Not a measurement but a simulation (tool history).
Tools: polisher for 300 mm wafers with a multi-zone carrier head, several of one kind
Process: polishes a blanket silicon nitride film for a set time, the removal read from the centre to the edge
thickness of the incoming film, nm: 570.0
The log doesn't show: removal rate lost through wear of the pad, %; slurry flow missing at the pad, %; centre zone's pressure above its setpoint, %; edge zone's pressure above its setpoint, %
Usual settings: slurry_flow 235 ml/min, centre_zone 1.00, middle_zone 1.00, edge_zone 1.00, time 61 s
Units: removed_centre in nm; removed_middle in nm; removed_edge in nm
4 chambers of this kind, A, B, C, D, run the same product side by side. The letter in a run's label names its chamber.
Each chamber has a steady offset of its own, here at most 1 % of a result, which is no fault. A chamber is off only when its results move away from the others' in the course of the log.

run	hour	slurry_flow	centre_zone	middle_zone	edge_zone	time	wafers polished on this pad	hours since the slurry nozzle was cleaned	hours since the centre zone pressure was calibrated	hours since the edge zone pressure was calibrated	removed_centre	removed_middle	removed_edge
1D	4.6	235	1.00	1.00	1.00	61	700	154.1	325.5	91.2	91.979	93.007	94.025
# hour 6.8: chamber D: worn pad replaced by a new one
# hour 9.8: chamber B: worn pad replaced by a new one
2A	11.7	235	1.00	1.00	1.00	61	809	39.3	1046.8	390.1	93.707	93.493	92.706
3C	19.4	235	1.00	1.00	1.00	61	336	288.7	269.7	431.7	92.666	92.770	92.026
4B	23.1	235	1.00	1.00	1.00	61	166	324.0	222.5	424.7	95.369	92.137	92.592
5A	31.4	235	1.00	1.00	1.00	61	1055	59.0	1066.5	409.8	93.687	92.594	92.118
6D	35.8	235	1.00	1.00	1.00	61	362	185.3	356.7	122.4	94.100	92.716	93.037
7B	40.8	235	1.00	1.00	1.00	61	387	341.7	240.2	442.4	93.943	92.116	92.996
8C	46.4	235	1.00	1.00	1.00	61	673	315.7	296.7	458.7	93.743	94.544	93.497
# hour 54.2: chamber C: worn pad replaced by a new one
9D	54.7	235	1.11	1.00	1.00	52	598	204.2	375.6	141.3	89.656	78.429	80.151
# hour 56.1: chamber C: slurry nozzle cleaned
10B	59.1	235	1.11	1.00	1.00	52	615	360.0	258.5	460.7	90.640	78.374	79.413
# hour 59.4: chamber D: worn pad replaced by a new one
11A	65.1	235	1.11	1.00	1.00	52	1476	92.7	1100.2	443.5	86.620	78.766	78.573
12C	72.6	235	1.11	1.00	1.00	52	230	16.5	322.9	484.9	89.700	77.558	79.648
13D	77.7	235	1.00	0.96	0.89	61	229	227.2	398.6	164.3	92.910	88.311	87.754
14C	83.1	235	1.00	0.96	0.89	61	361	27.0	333.4	495.4	94.339	90.202	88.200
15A	87.2	235	1.00	0.96	0.89	61	1752	114.8	1122.3	465.6	91.561	87.158	85.800
16B	95.2	235	1.00	0.96	0.89	61	1066	396.1	294.6	496.8	92.809	89.367	87.100
# hour 95.9: chamber B: worn pad replaced by a new one
17B	99.3	235	1.00	1.00	1.00	61	43	400.2	298.7	500.9	94.804	91.159	93.111
18A	104.7	235	1.00	1.00	1.00	61	1970	132.3	1139.8	483.1	89.987	90.701	90.311
19D	112.4	235	1.00	1.00	1.00	61	662	261.9	433.3	199.0	93.263	92.039	94.491
# hour 115.8: chamber C: worn pad replaced by a new one
20C	119.8	235	1.00	1.00	1.00	61	50	63.7	370.1	532.1	94.757	92.855	94.938
# hour 122.2: chamber D: worn pad replaced by a new one
21B	124.0	235	1.00	1.00	1.00	61	351	424.9	323.4	525.6	92.356	92.169	93.868
# hour 128.1: chamber D: centre zone pressure recalibrated
22A	130.2	235	1.00	1.00	1.00	61	2289	157.8	1165.3	508.6	87.695	87.365	88.905
23C	135.6	235	1.00	1.00	1.00	61	247	79.5	385.9	547.9	93.732	93.488	92.689
24D	144.2	235	1.00	1.00	1.00	61	275	293.7	16.1	230.8	93.789	94.353	95.266
25A	152.8	235	1.00	1.00	1.00	61	2571	180.4	1187.9	531.2	87.519	88.378	87.390
# hour 159.0: chamber C: edge zone pressure recalibrated
26C	160.8	235	1.00	1.00	1.00	61	562	104.7	411.1	1.9	92.898	92.869	93.269
27B	167.9	235	1.00	1.00	1.00	61	899	468.8	367.3	569.5	93.305	90.343	93.495
# hour 171.2: chamber B: worn pad replaced by a new one
28D	172.8	235	1.00	1.00	1.00	82	632	322.3	44.7	259.4	127.970	124.510	122.640
# hour 175.9: chamber D: worn pad replaced by a new one
# hour 176.6: chamber C: worn pad replaced by a new one
29A	177.3	235	1.00	1.00	1.00	82	2876	204.9	1212.4	555.7	117.540	117.110	117.940
30C	183.7	235	1.00	1.00	1.00	82	89	127.6	434.0	24.8	126.140	126.130	125.060
31B	192.3	235	1.00	1.00	1.00	82	264	493.2	391.7	593.9	126.980	125.340	125.310
32D	199.3	235	1.00	1.00	1.00	61	292	348.8	71.2	285.9	93.089	94.380	94.337
33D	205.0	235	1.00	1.00	1.00	61	363	354.5	76.9	291.6	93.656	94.992	94.088
# hour 211.1: chamber B: slurry nozzle cleaned
34B	213.1	235	1.00	1.00	1.00	61	523	2.1	412.5	614.7	94.373	91.733	92.181
35C	218.8	235	1.00	1.00	1.00	61	527	162.7	469.1	59.9	93.939	90.792	94.007
36A	227.1	235	1.00	1.00	1.00	61	3498	254.7	1262.2	605.5	84.243	85.162	85.351
37D	231.1	235	1.00	1.00	1.00	61	689	380.6	103.0	317.7	92.315	93.376	94.694
38C	236.5	235	1.00	1.00	1.00	61	748	180.4	486.8	77.6	92.768	91.692	93.953
39B	242.7	235	1.00	1.00	1.00	61	893	31.7	442.1	644.3	94.299	93.077	91.864
40A	248.1	235	1.00	1.00	1.00	61	3760	275.7	1283.2	626.5	84.242	84.401	84.096

What goes on in this fleet: one chamber off, a drifting gauge, or nothing beyond the chambers' own small offsets? Name the chamber and the cause, if any.

Chamber A drifts away from the others.
Cause: removal rate lost through wear of the pad, % = 10.5.

Here are 4 candidates for chamber A's next run, each the usual settings with a change, their results left as question marks. Which one brings its results back in line with what the others give on the usual settings?
In line means no further than this from the other chambers' mean on the usual settings: removed_centre 3.400 nm; removed_middle 3.100 nm; removed_edge 3.200 nm
41A-1	254.2	235	1.01	1.00	0.99	55					?	?	?
41A-2	254.2	240	1.00	1.00	1.01	68					?	?	?
41A-3	254.2	235	1.00	1.00	1.00	58					?	?	?
41A-4	254.2	235	1.00	1.00	1.00	64					?	?	?

The other chambers' mean on the usual settings: removed_centre 93.375 nm; removed_middle 93.022 nm; removed_edge 93.503 nm
run	removed_centre	removed_middle	removed_edge
41A-1	76.826	75.786	74.806
41A-2	94.243	93.944	93.659
41A-3	80.152	79.923	79.309
41A-4	88.444	88.191	87.514
41A-2 brings the chamber back in line.
